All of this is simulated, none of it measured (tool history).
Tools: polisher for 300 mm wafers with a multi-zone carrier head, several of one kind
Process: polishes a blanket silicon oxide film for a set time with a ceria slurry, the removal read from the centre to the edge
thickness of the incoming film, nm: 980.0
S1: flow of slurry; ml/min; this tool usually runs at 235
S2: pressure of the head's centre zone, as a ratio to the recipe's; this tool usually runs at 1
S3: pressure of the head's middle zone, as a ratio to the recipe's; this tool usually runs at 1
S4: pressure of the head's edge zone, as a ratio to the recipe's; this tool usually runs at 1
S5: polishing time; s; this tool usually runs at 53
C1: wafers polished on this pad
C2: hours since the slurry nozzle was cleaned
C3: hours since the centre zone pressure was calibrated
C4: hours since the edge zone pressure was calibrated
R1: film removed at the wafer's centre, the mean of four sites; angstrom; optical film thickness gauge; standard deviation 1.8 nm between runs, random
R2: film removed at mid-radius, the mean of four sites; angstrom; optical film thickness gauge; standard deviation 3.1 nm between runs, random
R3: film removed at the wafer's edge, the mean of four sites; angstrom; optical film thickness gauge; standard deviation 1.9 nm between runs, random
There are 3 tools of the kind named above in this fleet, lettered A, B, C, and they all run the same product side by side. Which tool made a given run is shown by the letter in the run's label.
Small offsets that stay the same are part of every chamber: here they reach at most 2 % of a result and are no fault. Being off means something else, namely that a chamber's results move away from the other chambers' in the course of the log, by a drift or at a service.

{"hour": 5.2, "done": "chamber A: worn pad replaced by a new one"}
{"run": "1B", "hour": 12.6, "S1": 235, "S2": 1, "S3": 1, "S4": 1, "S5": 53, "C1": 366, "C2": 322.8, "C3": 139.5, "C4": 507.6, "R1": 2816.7, "R2": 2842.3, "R3": 2834.3}
{"run": "2C", "hour": 19.4, "S1": 235, "S2": 1, "S3": 1, "S4": 1, "S5": 53, "C1": 698, "C2": 160.7, "C3": 199.8, "C4": 141.8, "R1": 2811.3, "R2": 2795.9, "R3": 2782.9}
{"hour": 20.1, "done": "chamber C: worn pad replaced by a new one"}
{"run": "3A", "hour": 33.4, "S1": 235, "S2": 1, "S3": 1, "S4": 1, "S5": 53, "C1": 428, "C2": 212.7, "C3": 270.5, "C4": 492.7, "R1": 2822.9, "R2": 2857.7, "R3": 2868.4}
{"run": "4A", "hour": 48.5, "S1": 235, "S2": 1, "S3": 1, "S4": 1, "S5": 53, "C1": 656, "C2": 227.8, "C3": 285.6, "C4": 507.8, "R1": 2798.3, "R2": 2815.2, "R3": 2833.2}
{"hour": 51.1, "done": "chamber A: worn pad replaced by a new one"}
{"run": "5C", "hour": 59.3, "S1": 235, "S2": 1, "S3": 1, "S4": 1, "S5": 53, "C1": 594, "C2": 200.6, "C3": 239.7, "C4": 181.7, "R1": 2805.1, "R2": 2808.2, "R3": 2763}
{"hour": 63.6, "done": "chamber C: worn pad replaced by a new one"}
{"run": "6B", "hour": 66.4, "S1": 235, "S2": 1, "S3": 1, "S4": 1, "S5": 53, "C1": 1181, "C2": 376.6, "C3": 193.3, "C4": 561.4, "R1": 2840.7, "R2": 2840.9, "R3": 2808.9}
{"hour": 72.6, "done": "chamber B: worn pad replaced by a new one"}
{"run": "7A", "hour": 73.9, "S1": 160, "S2": 1, "S3": 1, "S4": 1, "S5": 63, "C1": 346, "C2": 253.2, "C3": 311, "C4": 533.2, "R1": 3150.3, "R2": 3173.1, "R3": 3259.7}
{"hour": 78.8, "done": "chamber C: slurry nozzle cleaned"}
{"hour": 84.0, "done": "chamber B: edge zone pressure recalibrated"}
{"run": "8B", "hour": 88.5, "S1": 160, "S2": 1, "S3": 1, "S4": 1, "S5": 63, "C1": 241, "C2": 398.7, "C3": 215.4, "C4": 4.6, "R1": 3140.5, "R2": 3177.2, "R3": 3210.3}
{"hour": 90.8, "done": "chamber A: worn pad replaced by a new one"}
{"hour": 97.2, "done": "chamber A: centre zone pressure recalibrated"}
{"run": "9C", "hour": 104.0, "S1": 160, "S2": 1, "S3": 1, "S4": 1, "S5": 63, "C1": 613, "C2": 25.2, "C3": 284.4, "C4": 226.4, "R1": 3137, "R2": 3172.3, "R3": 3185}
{"hour": 109.5, "done": "chamber C: worn pad replaced by a new one"}
{"run": "10C", "hour": 119.1, "S1": 235, "S2": 0.91, "S3": 1, "S4": 1, "S5": 53, "C1": 146, "C2": 40.3, "C3": 299.5, "C4": 241.5, "R1": 2517.2, "R2": 2783.9, "R3": 2810.4}
{"run": "11B", "hour": 128.4, "S1": 235, "S2": 0.91, "S3": 1, "S4": 1, "S5": 53, "C1": 845, "C2": 438.6, "C3": 255.3, "C4": 44.5, "R1": 2536.3, "R2": 2803.4, "R3": 2830.9}
{"hour": 132.3, "done": "chamber A: worn pad replaced by a new one"}
{"run": "12A", "hour": 136.0, "S1": 235, "S2": 0.91, "S3": 1, "S4": 1, "S5": 53, "C1": 56, "C2": 315.3, "C3": 38.9, "C4": 595.3, "R1": 2360.5, "R2": 2863, "R3": 2834.7}
{"run": "13B", "hour": 151.2, "S1": 310, "S2": 1, "S3": 1, "S4": 1, "S5": 46, "C1": 1191, "C2": 461.4, "C3": 278.1, "C4": 67.3, "R1": 2538, "R2": 2480.5, "R3": 2479.8}
{"run": "14A", "hour": 159.7, "S1": 310, "S2": 1, "S3": 1, "S4": 1, "S5": 46, "C1": 415, "C2": 339, "C3": 62.6, "C4": 619, "R1": 2331.4, "R2": 2579.7, "R3": 2497.9}
{"hour": 160.8, "done": "chamber C: worn pad replaced by a new one"}
{"hour": 164.9, "done": "chamber B: worn pad replaced by a new one"}
{"run": "15C", "hour": 170.0, "S1": 310, "S2": 1, "S3": 1, "S4": 1, "S5": 46, "C1": 139, "C2": 91.2, "C3": 350.4, "C4": 292.4, "R1": 2485.9, "R2": 2527.7, "R3": 2450.9}
{"hour": 180.0, "done": "chamber A: slurry nozzle cleaned"}
{"hour": 181.4, "done": "chamber A: worn pad replaced by a new one"}
{"run": "16A", "hour": 183.4, "S1": 235, "S2": 1, "S3": 1, "S4": 1, "S5": 53, "C1": 31, "C2": 3.5, "C3": 86.3, "C4": 642.7, "R1": 2622.7, "R2": 2864.5, "R3": 2846.1}
{"run": "17C", "hour": 191.2, "S1": 235, "S2": 1, "S3": 1, "S4": 1, "S5": 53, "C1": 460, "C2": 112.4, "C3": 371.6, "C4": 313.6, "R1": 2807.2, "R2": 2846.3, "R3": 2777}
{"run": "18B", "hour": 197.9, "S1": 235, "S2": 1, "S3": 1, "S4": 1, "S5": 53, "C1": 499, "C2": 508.1, "C3": 324.8, "C4": 114, "R1": 2818.6, "R2": 2745.8, "R3": 2840.1}
{"hour": 206.0, "done": "chamber C: worn pad replaced by a new one"}
{"run": "19A", "hour": 211.6, "S1": 195, "S2": 1.04, "S3": 1, "S4": 1, "S5": 53, "C1": 458, "C2": 31.7, "C3": 114.5, "C4": 670.9, "R1": 2645.3, "R2": 2728, "R3": 2768.3}
{"run": "20B", "hour": 219.9, "S1": 195, "S2": 1.04, "S3": 1, "S4": 1, "S5": 53, "C1": 832, "C2": 530.1, "C3": 346.8, "C4": 136, "R1": 2857.2, "R2": 2757.9, "R3": 2782.3}
{"run": "21C", "hour": 229.0, "S1": 195, "S2": 1.04, "S3": 1, "S4": 1, "S5": 53, "C1": 349, "C2": 150.2, "C3": 409.4, "C4": 351.4, "R1": 2851, "R2": 2739.9, "R3": 2734.6}

Predict what each chamber gives when all 3 of them run the settings below next.
{"run": "22A", "hour": 240.2, "S1": 260, "S2": 1, "S3": 1, "S4": 1, "S5": 53, "R1": "?", "R2": "?", "R3": "?"}
{"run": "22B", "hour": 240.2, "S1": 260, "S2": 1, "S3": 1, "S4": 1, "S5": 53, "R1": "?", "R2": "?", "R3": "?"}
{"run": "22C", "hour": 240.2, "S1": 260, "S2": 1, "S3": 1, "S4": 1, "S5": 53, "R1": "?", "R2": "?", "R3": "?"}

run=22A R1=2638.2 R2=2859.2 R3=2834.8
run=22B R1=2851.8 R2=2882.5 R3=2866
run=22C R1=2837.6 R2=2866.2 R3=2826.3
